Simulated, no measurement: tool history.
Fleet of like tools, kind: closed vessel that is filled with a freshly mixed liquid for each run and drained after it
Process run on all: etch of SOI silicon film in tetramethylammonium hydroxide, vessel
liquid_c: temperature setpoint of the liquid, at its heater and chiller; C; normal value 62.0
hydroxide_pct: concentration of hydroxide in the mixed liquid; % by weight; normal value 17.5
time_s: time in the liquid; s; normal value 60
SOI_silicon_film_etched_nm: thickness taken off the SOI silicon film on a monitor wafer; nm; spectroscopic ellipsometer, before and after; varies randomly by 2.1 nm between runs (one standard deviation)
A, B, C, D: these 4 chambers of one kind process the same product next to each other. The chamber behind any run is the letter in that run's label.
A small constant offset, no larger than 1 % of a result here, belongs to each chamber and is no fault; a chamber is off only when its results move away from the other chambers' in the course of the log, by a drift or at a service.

run	hour	liquid_c	hydroxide_pct	time_s	read-back film thickness of the SOI silicon film reference wafer, read on the same gauge (nm)	SOI_silicon_film_etched_nm
1B	4.1	62.0	17.5	60	119.98	214.91
2D	8.3	62.0	17.5	60	120.03	214.54
3A	14.1	62.0	17.5	60	120.00	214.12
4C	21.5	62.0	17.5	60	120.05	219.14
5D	28.0	62.0	17.5	60	120.00	218.14
6A	33.8	62.0	17.5	60	119.98	217.56
7C	39.7	62.0	17.5	60	120.01	218.42
8B	44.1	62.0	17.5	60	120.02	214.13
9B	48.2	62.0	17.5	60	119.99	219.28
10C	51.7	62.0	17.5	60	120.01	218.63
11A	58.2	62.0	17.5	60	119.99	218.34
12D	62.6	65.0	17.5	35	120.03	158.43
13D	66.3	65.0	17.5	35	119.95	156.96
14B	69.6	65.0	17.5	35	120.03	152.65
15C	75.5	65.0	17.5	35	119.97	152.18
16A	79.3	62.0	17.5	60	120.00	214.87
17B	83.6	62.0	17.5	60	120.02	216.21
18D	88.4	62.0	17.5	30	120.00	113.09
19C	95.0	62.0	17.5	30	119.98	106.12
20A	98.8	62.0	17.5	30	120.05	110.17
21C	103.2	62.0	17.5	30	120.02	108.39
22A	107.1	62.0	17.5	60	120.02	216.12
23D	111.0	62.0	19.0	60	120.00	224.04
24B	118.0	62.0	19.0	60	119.99	207.29
25C	123.5	62.0	19.0	60	119.95	209.70
26B	128.5	62.0	19.0	60	120.03	209.08
27D	135.2	62.0	17.5	60	119.99	235.01
28A	140.6	69.5	17.5	90	120.00	500.71
29A	148.0	69.5	17.5	90	119.99	512.85
30D	152.7	69.5	17.5	90	120.00	562.17
31B	158.7	69.5	17.5	90	120.01	514.17
32C	163.3	62.0	17.5	60	120.01	216.68
33D	170.5	64.5	15.0	60	119.99	300.88

Read the log: is a single chamber off, either drifting away or since a service, is the gauge that measures every chamber drifting, or is nothing wrong beyond small per-chamber offsets? Name any odd chamber and what most likely caused it.

Chamber D drifts away from the others.
Most likely cause: liquid hotter than its thermometer reads (K) = 1.94.

Which of the 4 candidates below, each the usual settings with something changed and its results left as question marks, puts chamber D back in line with what the other chambers give on the usual settings?
A result is in line if it is within this distance of the other chambers' mean on the usual settings: SOI_silicon_film_etched_nm 7.40 nm
34D-1	175.9	62.0	17.5	75		?
34D-2	175.9	62.0	24.5	60		?
34D-3	175.9	64.0	17.0	60		?
34D-4	175.9	61.5	17.5	55		?

On the usual settings, the other chambers give on average: SOI_silicon_film_etched_nm 216.40 nm
run	SOI_silicon_film_etched_nm
34D-1	304.20
34D-2	193.48
34D-3	277.84
34D-4	216.38
The answer is 34D-4, which returns the chamber to within the allowed miss of the others.
